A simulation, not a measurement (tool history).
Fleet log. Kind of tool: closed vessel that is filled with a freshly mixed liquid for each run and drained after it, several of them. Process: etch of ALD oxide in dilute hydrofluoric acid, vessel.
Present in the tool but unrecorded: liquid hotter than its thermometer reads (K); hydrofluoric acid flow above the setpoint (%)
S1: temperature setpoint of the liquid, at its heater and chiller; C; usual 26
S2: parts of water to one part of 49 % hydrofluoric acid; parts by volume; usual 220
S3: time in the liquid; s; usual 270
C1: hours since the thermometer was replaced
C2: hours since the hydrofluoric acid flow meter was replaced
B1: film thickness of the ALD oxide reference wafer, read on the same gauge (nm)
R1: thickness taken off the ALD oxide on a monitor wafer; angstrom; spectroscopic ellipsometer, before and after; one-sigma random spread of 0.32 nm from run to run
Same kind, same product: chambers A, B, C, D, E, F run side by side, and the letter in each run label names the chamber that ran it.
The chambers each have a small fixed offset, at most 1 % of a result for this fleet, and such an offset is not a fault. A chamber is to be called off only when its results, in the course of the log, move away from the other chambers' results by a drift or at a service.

run 1F hour=11.3 | S1=26 S2=220 S3=270 | C1=371.5 C2=88.6 | B1=79.993 | R1=376.07
run 2B hour=23.3 | S1=26 S2=220 S3=270 | C1=1309.1 C2=582.5 | B1=79.944 | R1=376.63
run 3C hour=33.4 | S1=26 S2=220 S3=270 | C1=1020.6 C2=653.6 | B1=79.951 | R1=366.23
run 4E hour=39.1 | S1=26 S2=220 S3=270 | C1=2192 C2=506.7 | B1=80.005 | R1=371.93
run 5D hour=50.2 | S1=26 S2=220 S3=270 | C1=1181.3 C2=1963 | B1=80.034 | R1=377.63
run 6A hour=59.7 | S1=26 S2=220 S3=270 | C1=723 C2=502 | B1=80.042 | R1=373.48
run 7B hour=66.8 | S1=26 S2=220 S3=270 | C1=1352.6 C2=626 | B1=80.008 | R1=377.51
run 8D hour=78.7 | S1=26 S2=220 S3=270 | C1=1209.8 C2=1991.5 | B1=80.006 | R1=376.04
-- hour=87.4 chamber D: thermometer replaced
run 9A hour=87.4 | S1=26 S2=220 S3=270 | C1=750.7 C2=529.7 | B1=80.034 | R1=376.76
run 10F hour=94.4 | S1=26 S2=220 S3=270 | C1=454.6 C2=171.7 | B1=80 | R1=376.17
run 11E hour=106.1 | S1=26 S2=220 S3=270 | C1=2259 C2=573.7 | B1=79.973 | R1=380.05
run 12C hour=114.9 | S1=26 S2=220 S3=270 | C1=1102.1 C2=735.1 | B1=79.944 | R1=371.92
run 13A hour=121.2 | S1=26 S2=220 S3=270 | C1=784.5 C2=563.5 | B1=79.967 | R1=375.25
run 14C hour=131.1 | S1=26 S2=220 S3=270 | C1=1118.3 C2=751.3 | B1=80.019 | R1=373.45
run 15E hour=143.2 | S1=26 S2=220 S3=270 | C1=2296.1 C2=610.8 | B1=79.984 | R1=376.09
run 16B hour=153.4 | S1=26 S2=220 S3=270 | C1=1439.2 C2=712.6 | B1=79.994 | R1=376.34
run 17F hour=161.9 | S1=26 S2=220 S3=270 | C1=522.1 C2=239.2 | B1=79.996 | R1=365.59
run 18D hour=174.2 | S1=26 S2=220 S3=270 | C1=86.9 C2=2087 | B1=79.967 | R1=379.01
run 19D hour=181.3 | S1=26 S2=220 S3=270 | C1=94 C2=2094.1 | B1=79.99 | R1=377.8
run 20B hour=187.7 | S1=26 S2=220 S3=270 | C1=1473.5 C2=746.9 | B1=80.013 | R1=374.08
run 21E hour=199.9 | S1=26 S2=220 S3=270 | C1=2352.8 C2=667.5 | B1=79.986 | R1=374.53
run 22A hour=211.8 | S1=26 S2=220 S3=270 | C1=875.1 C2=654.1 | B1=80.062 | R1=380.72
run 23C hour=224.5 | S1=26 S2=305 S3=120 | C1=1211.7 C2=844.7 | B1=79.991 | R1=110.11
run 24F hour=237.6 | S1=26 S2=305 S3=120 | C1=597.8 C2=314.9 | B1=80.008 | R1=110.21
run 25B hour=245.8 | S1=26 S2=305 S3=120 | C1=1531.6 C2=805 | B1=80.042 | R1=110.44
run 26C hour=256.3 | S1=26 S2=305 S3=120 | C1=1243.5 C2=876.5 | B1=80.004 | R1=109.77
run 27A hour=262.5 | S1=26 S2=305 S3=120 | C1=925.8 C2=704.8 | B1=80.021 | R1=109.89
run 28F hour=274.6 | S1=26 S2=305 S3=120 | C1=634.8 C2=351.9 | B1=79.984 | R1=107.87
run 29E hour=282.8 | S1=26 S2=220 S3=270 | C1=2435.7 C2=750.4 | B1=79.997 | R1=372.03
run 30D hour=288.5 | S1=26 S2=220 S3=270 | C1=201.2 C2=2201.3 | B1=79.957 | R1=378.99
run 31C hour=298.8 | S1=26 S2=220 S3=270 | C1=1286 C2=919 | B1=79.977 | R1=378.18
run 32D hour=310.8 | S1=26 S2=220 S3=270 | C1=223.5 C2=2223.6 | B1=80.019 | R1=379.69
-- hour=315.9 chamber F: hydrofluoric acid flow meter replaced
run 33B hour=321.3 | S1=26 S2=220 S3=270 | C1=1607.1 C2=880.5 | B1=79.983 | R1=374.23
run 34A hour=331.7 | S1=26 S2=220 S3=270 | C1=995 C2=774 | B1=79.964 | R1=376.39
run 35E hour=339.6 | S1=26 S2=220 S3=270 | C1=2492.5 C2=807.2 | B1=80.013 | R1=376.95
run 36F hour=348.1 | S1=26 S2=220 S3=270 | C1=708.3 C2=32.2 | B1=79.986 | R1=372.57
run 37D hour=357.3 | S1=26 S2=220 S3=270 | C1=270 C2=2270.1 | B1=80.013 | R1=378.92
-- hour=363.9 chamber B: hydrofluoric acid flow meter replaced
run 38C hour=368.3 | S1=26 S2=220 S3=270 | C1=1355.5 C2=988.5 | B1=80.016 | R1=369.41
run 39F hour=380.5 | S1=26 S2=130 S3=175 | C1=740.7 C2=64.6 | B1=80 | R1=446.47
run 40B hour=388.8 | S1=26 S2=130 S3=175 | C1=1674.6 C2=24.9 | B1=80.065 | R1=458.35

Predict what each chamber gives when all 6 of them run the settings below next.
run 41A hour=398.2 | S1=26 S2=220 S3=270 | R1=?
run 41B hour=398.2 | S1=26 S2=220 S3=270 | R1=?
run 41C hour=398.2 | S1=26 S2=220 S3=270 | R1=?
run 41D hour=398.2 | S1=26 S2=220 S3=270 | R1=?
run 41E hour=398.2 | S1=26 S2=220 S3=270 | R1=?
run 41F hour=398.2 | S1=26 S2=220 S3=270 | R1=?

run=41A R1=380.75
run=41B R1=378.01
run=41C R1=375.17
run=41D R1=384.37
run=41E R1=371.76
run=41F R1=379.18
